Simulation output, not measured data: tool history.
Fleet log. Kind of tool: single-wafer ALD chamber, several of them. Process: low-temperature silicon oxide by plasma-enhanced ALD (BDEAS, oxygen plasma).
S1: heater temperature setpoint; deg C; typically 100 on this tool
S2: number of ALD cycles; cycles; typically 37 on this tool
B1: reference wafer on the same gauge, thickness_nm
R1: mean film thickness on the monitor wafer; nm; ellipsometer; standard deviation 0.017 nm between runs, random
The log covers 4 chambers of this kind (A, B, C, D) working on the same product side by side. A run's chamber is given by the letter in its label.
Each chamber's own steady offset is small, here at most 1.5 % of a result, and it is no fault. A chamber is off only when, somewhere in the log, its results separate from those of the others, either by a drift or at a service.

| run | day | S1 | S2 | B1 | R1 |
|---|---|---|---|---|---|
| 1D | 0.483 | 100 | 37 | 6.2067 | 5.2685 |
| 2A | 0.871 | 100 | 37 | 6.2098 | 5.2958 |
| 3B | 1.450 | 100 | 37 | 6.2115 | 5.2724 |
| 4C | 1.992 | 100 | 37 | 6.2095 | 5.3383 |
| 5B | 2.367 | 100 | 37 | 6.2114 | 5.2584 |
| 6C | 2.658 | 100 | 37 | 6.2071 | 5.3331 |
| 7D | 3.208 | 100 | 37 | 6.2096 | 5.2846 |
| 8A | 3.600 | 100 | 37 | 6.2093 | 5.2928 |
| 9B | 3.975 | 100 | 37 | 6.2151 | 5.2889 |
| 10D | 4.500 | 100 | 37 | 6.2054 | 5.2806 |
| 11A | 5.042 | 100 | 37 | 6.2189 | 5.2613 |
| 12C | 5.525 | 100 | 37 | 6.2096 | 5.3805 |
| 13D | 6.075 | 100 | 37 | 6.2122 | 5.2705 |
| 14A | 6.462 | 100 | 37 | 6.2088 | 5.2758 |
| 15B | 6.800 | 100 | 37 | 6.2115 | 5.2779 |
| 16C | 7.321 | 100 | 37 | 6.2105 | 5.3332 |
| 17B | 7.642 | 100 | 37 | 6.2033 | 5.2835 |
| 18A | 7.979 | 100 | 37 | 6.2075 | 5.2759 |
| 19D | 8.504 | 100 | 37 | 6.2104 | 5.2889 |
|  | 8.804 | chamber B: thermocouple changed; heater temperature recalibrated |
| 20C | 8.954 | 100 | 37 | 6.2152 | 5.3559 |
| 21D | 9.538 | 100 | 37 | 6.2116 | 5.3004 |
| 22A | 9.829 | 100 | 37 | 6.2111 | 5.2968 |
| 23C | 10.112 | 100 | 37 | 6.2092 | 5.3793 |
| 24B | 10.617 | 100 | 33 | 6.2135 | 4.7211 |
| 25D | 11.071 | 100 | 33 | 6.2140 | 4.7208 |
| 26C | 11.533 | 100 | 33 | 6.2087 | 4.7678 |
| 27A | 11.988 | 100 | 33 | 6.2139 | 4.7039 |
| 28B | 12.588 | 100 | 37 | 6.2110 | 5.2650 |
| 29B | 13.125 | 110 | 40 | 6.2034 | 5.6043 |
| 30C | 13.471 | 110 | 40 | 6.2120 | 5.6820 |
| 31D | 13.917 | 110 | 40 | 6.2096 | 5.6255 |
| 32A | 14.292 | 110 | 40 | 6.2107 | 5.5908 |
| 33B | 14.904 | 100 | 37 | 6.2065 | 5.2527 |
|  | 14.917 | chamber A: thermocouple changed; heater temperature recalibrated |
| 34C | 15.346 | 100 | 37 | 6.2143 | 5.3555 |
| 35D | 15.742 | 100 | 37 | 6.2067 | 5.2868 |
| 36A | 16.233 | 100 | 37 | 6.2098 | 5.2925 |
| 37C | 16.629 | 100 | 37 | 6.2128 | 5.3550 |
| 38B | 17.192 | 100 | 37 | 6.2067 | 5.3203 |
| 39A | 17.488 | 106 | 37 | 6.2105 | 5.2170 |
| 40D | 18.017 | 106 | 37 | 6.2087 | 5.2224 |
| 41C | 18.375 | 106 | 37 | 6.2045 | 5.2725 |

Is one chamber off against the others, does the gauge drift, or is nothing wrong? If a chamber is off, say which, and what the likeliest cause is.

Beyond each chamber's small constant offset nothing stands out, and the gauge stays steady.

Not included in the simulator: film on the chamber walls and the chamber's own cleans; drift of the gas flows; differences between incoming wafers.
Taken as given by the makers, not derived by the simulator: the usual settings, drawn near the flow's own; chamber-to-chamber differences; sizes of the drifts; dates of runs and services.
